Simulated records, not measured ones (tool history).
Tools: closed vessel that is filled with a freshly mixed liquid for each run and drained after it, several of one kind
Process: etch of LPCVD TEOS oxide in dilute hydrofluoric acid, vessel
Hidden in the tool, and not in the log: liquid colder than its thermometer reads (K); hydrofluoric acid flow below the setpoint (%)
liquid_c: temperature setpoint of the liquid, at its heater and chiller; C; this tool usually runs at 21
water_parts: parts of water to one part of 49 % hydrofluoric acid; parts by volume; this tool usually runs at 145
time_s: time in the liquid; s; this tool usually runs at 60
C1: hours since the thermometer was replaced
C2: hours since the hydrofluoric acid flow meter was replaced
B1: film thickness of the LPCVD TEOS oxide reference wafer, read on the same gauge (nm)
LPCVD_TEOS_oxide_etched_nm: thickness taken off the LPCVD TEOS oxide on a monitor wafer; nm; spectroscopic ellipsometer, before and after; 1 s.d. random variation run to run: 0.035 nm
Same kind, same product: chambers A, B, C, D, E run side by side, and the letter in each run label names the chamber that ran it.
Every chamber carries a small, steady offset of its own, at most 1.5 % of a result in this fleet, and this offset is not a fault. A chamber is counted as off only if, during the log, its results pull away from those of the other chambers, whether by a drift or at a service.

Run 1A, hour 8.6: usual settings; C1 2494.0; C2 318.9; B1 79.983. Result: LPCVD_TEOS_oxide_etched_nm 5.8723 nm.
Run 2E, hour 17.7: usual settings; C1 488.8; C2 491.5; B1 80.059. Result: LPCVD_TEOS_oxide_etched_nm 5.8125 nm.
Run 3C, hour 27.0: usual settings; C1 472.3; C2 991.3; B1 80.032. Result: LPCVD_TEOS_oxide_etched_nm 5.8592 nm.
Run 4D, hour 36.3: usual settings; C1 1435.1; C2 1136.0; B1 79.990. Result: LPCVD_TEOS_oxide_etched_nm 5.8619 nm.
Run 5B, hour 50.1: usual settings; C1 154.4; C2 528.9; B1 80.045. Result: LPCVD_TEOS_oxide_etched_nm 5.8445 nm.
Run 6E, hour 63.1: usual settings; C1 534.2; C2 536.9; B1 79.987. Result: LPCVD_TEOS_oxide_etched_nm 5.7883 nm.
At hour 73.4: chamber A: thermometer replaced.
Run 7C, hour 76.2: usual settings; C1 521.5; C2 1040.5; B1 79.972. Result: LPCVD_TEOS_oxide_etched_nm 5.8949 nm.
Run 8A, hour 84.4: usual settings; C1 11.0; C2 394.7; B1 79.970. Result: LPCVD_TEOS_oxide_etched_nm 5.8688 nm.
Run 9D, hour 96.6: usual settings but liquid_c 24 C; C1 1495.4; C2 1196.3; B1 79.990. Result: LPCVD_TEOS_oxide_etched_nm 6.6107 nm.
Run 10B, hour 105.5: usual settings but liquid_c 24 C; C1 209.8; C2 584.3; B1 80.019. Result: LPCVD_TEOS_oxide_etched_nm 6.5243 nm.
Run 11B, hour 117.1: usual settings but liquid_c 24 C; C1 221.4; C2 595.9; B1 79.994. Result: LPCVD_TEOS_oxide_etched_nm 6.5240 nm.
Run 12E, hour 127.3: usual settings but liquid_c 24 C; C1 598.4; C2 601.1; B1 80.069. Result: LPCVD_TEOS_oxide_etched_nm 6.5906 nm.
At hour 129.3: chamber E: hydrofluoric acid flow meter replaced.
Run 13D, hour 139.2: usual settings but liquid_c 24 C; C1 1538.0; C2 1238.9; B1 80.025. Result: LPCVD_TEOS_oxide_etched_nm 6.5971 nm.
Run 14A, hour 146.6: usual settings; C1 73.2; C2 456.9; B1 80.027. Result: LPCVD_TEOS_oxide_etched_nm 5.8909 nm.
Run 15C, hour 160.5: usual settings but water_parts 120 parts by volume, time_s 75 s; C1 605.8; C2 1124.8; B1 80.038. Result: LPCVD_TEOS_oxide_etched_nm 8.9437 nm.
Run 16A, hour 174.5: usual settings but water_parts 120 parts by volume, time_s 75 s; C1 101.1; C2 484.8; B1 80.026. Result: LPCVD_TEOS_oxide_etched_nm 9.2260 nm.
Run 17E, hour 183.3: usual settings but water_parts 120 parts by volume, time_s 75 s; C1 654.4; C2 54.0; B1 80.018. Result: LPCVD_TEOS_oxide_etched_nm 9.1115 nm.
Run 18B, hour 189.8: usual settings but water_parts 120 parts by volume, time_s 75 s; C1 294.1; C2 668.6; B1 79.960. Result: LPCVD_TEOS_oxide_etched_nm 9.0184 nm.
Run 19C, hour 200.1: usual settings but water_parts 120 parts by volume, time_s 75 s; C1 645.4; C2 1164.4; B1 79.988. Result: LPCVD_TEOS_oxide_etched_nm 9.0907 nm.
Run 20D, hour 206.8: usual settings; C1 1605.6; C2 1306.5; B1 79.977. Result: LPCVD_TEOS_oxide_etched_nm 5.8634 nm.
Run 21B, hour 213.8: usual settings; C1 318.1; C2 692.6; B1 80.035. Result: LPCVD_TEOS_oxide_etched_nm 5.6798 nm.
Run 22C, hour 221.0: usual settings; C1 666.3; C2 1185.3; B1 79.949. Result: LPCVD_TEOS_oxide_etched_nm 5.8319 nm.
Run 23E, hour 235.2: usual settings; C1 706.3; C2 105.9; B1 80.054. Result: LPCVD_TEOS_oxide_etched_nm 5.7779 nm.
Run 24A, hour 247.1: usual settings; C1 173.7; C2 557.4; B1 80.021. Result: LPCVD_TEOS_oxide_etched_nm 5.8917 nm.
Run 25D, hour 253.8: usual settings; C1 1652.6; C2 1353.5; B1 79.968. Result: LPCVD_TEOS_oxide_etched_nm 5.8593 nm.
Run 26C, hour 260.8: usual settings; C1 706.1; C2 1225.1; B1 80.018. Result: LPCVD_TEOS_oxide_etched_nm 5.8909 nm.
Run 27E, hour 274.5: usual settings but liquid_c 23 C, time_s 75 s; C1 745.6; C2 145.2; B1 79.987. Result: LPCVD_TEOS_oxide_etched_nm 7.7683 nm.
Run 28D, hour 287.5: usual settings but liquid_c 23 C, time_s 75 s; C1 1686.3; C2 1387.2; B1 79.993. Result: LPCVD_TEOS_oxide_etched_nm 7.9445 nm.
Run 29B, hour 296.3: usual settings but liquid_c 23 C, time_s 75 s; C1 400.6; C2 775.1; B1 80.039. Result: LPCVD_TEOS_oxide_etched_nm 7.7285 nm.
Run 30A, hour 308.4: usual settings but liquid_c 23 C, time_s 75 s; C1 235.0; C2 618.7; B1 79.977. Result: LPCVD_TEOS_oxide_etched_nm 7.9481 nm.
Run 31E, hour 320.0: usual settings but liquid_c 23 C, time_s 75 s; C1 791.1; C2 190.7; B1 80.014. Result: LPCVD_TEOS_oxide_etched_nm 7.8221 nm.
Run 32C, hour 327.0: usual settings; C1 772.3; C2 1291.3; B1 79.987. Result: LPCVD_TEOS_oxide_etched_nm 5.8806 nm.
Run 33B, hour 335.5: usual settings; C1 439.8; C2 814.3; B1 79.972. Result: LPCVD_TEOS_oxide_etched_nm 5.7118 nm.
Run 34D, hour 348.5: usual settings; C1 1747.3; C2 1448.2; B1 79.953. Result: LPCVD_TEOS_oxide_etched_nm 5.8881 nm.
Run 35A, hour 355.0: usual settings; C1 281.6; C2 665.3; B1 80.050. Result: LPCVD_TEOS_oxide_etched_nm 5.8774 nm.
Run 36E, hour 362.9: usual settings; C1 834.0; C2 233.6; B1 80.005. Result: LPCVD_TEOS_oxide_etched_nm 5.7933 nm.
Run 37B, hour 376.1: usual settings; C1 480.4; C2 854.9; B1 80.005. Result: LPCVD_TEOS_oxide_etched_nm 5.6302 nm.
Run 38D, hour 390.6: usual settings but water_parts 105 parts by volume; C1 1789.4; C2 1490.3; B1 79.949. Result: LPCVD_TEOS_oxide_etched_nm 8.5408 nm.
Run 39A, hour 397.3: usual settings but water_parts 105 parts by volume; C1 323.9; C2 707.6; B1 80.049. Result: LPCVD_TEOS_oxide_etched_nm 8.5453 nm.

Does one chamber stand apart from the rest, does the shared gauge drift, or is all well apart from small per-chamber offsets? Give the chamber and the most likely cause, where there is one.

It is chamber B that slowly wanders off from its peers.
What lies behind it: hydrofluoric acid flow below the setpoint (%) = 2.82.
With only this log, it may be confused with: liquid colder than its thermometer reads (K).

Below are 4 candidate recipes for chamber B's next run, each the usual settings with a change, their results shown as question marks. Which of them brings B's results back in line with what the other chambers give on the usual settings?
Maximum distance from the other chambers' mean on the usual settings for a result to count as in line: LPCVD_TEOS_oxide_etched_nm 0.1200 nm
Run 40B-1, hour 407.7: usual settings but water_parts 140 parts by volume. Result: LPCVD_TEOS_oxide_etched_nm ?.
Run 40B-2, hour 407.7: usual settings but time_s 65 s. Result: LPCVD_TEOS_oxide_etched_nm ?.
Run 40B-3, hour 407.7: usual settings but liquid_c 20 C. Result: LPCVD_TEOS_oxide_etched_nm ?.
Run 40B-4, hour 407.7: usual settings but water_parts 155 parts by volume. Result: LPCVD_TEOS_oxide_etched_nm ?.

Other chambers, usual settings, mean: LPCVD_TEOS_oxide_etched_nm 5.8568 nm
  run  LPCVD_TEOS_oxide_etched_nm
40B-1                      5.8737
40B-2                      6.1063
40B-3                      5.4198
40B-4                      5.2104
40B-1 puts the chamber back in line with the other chambers.
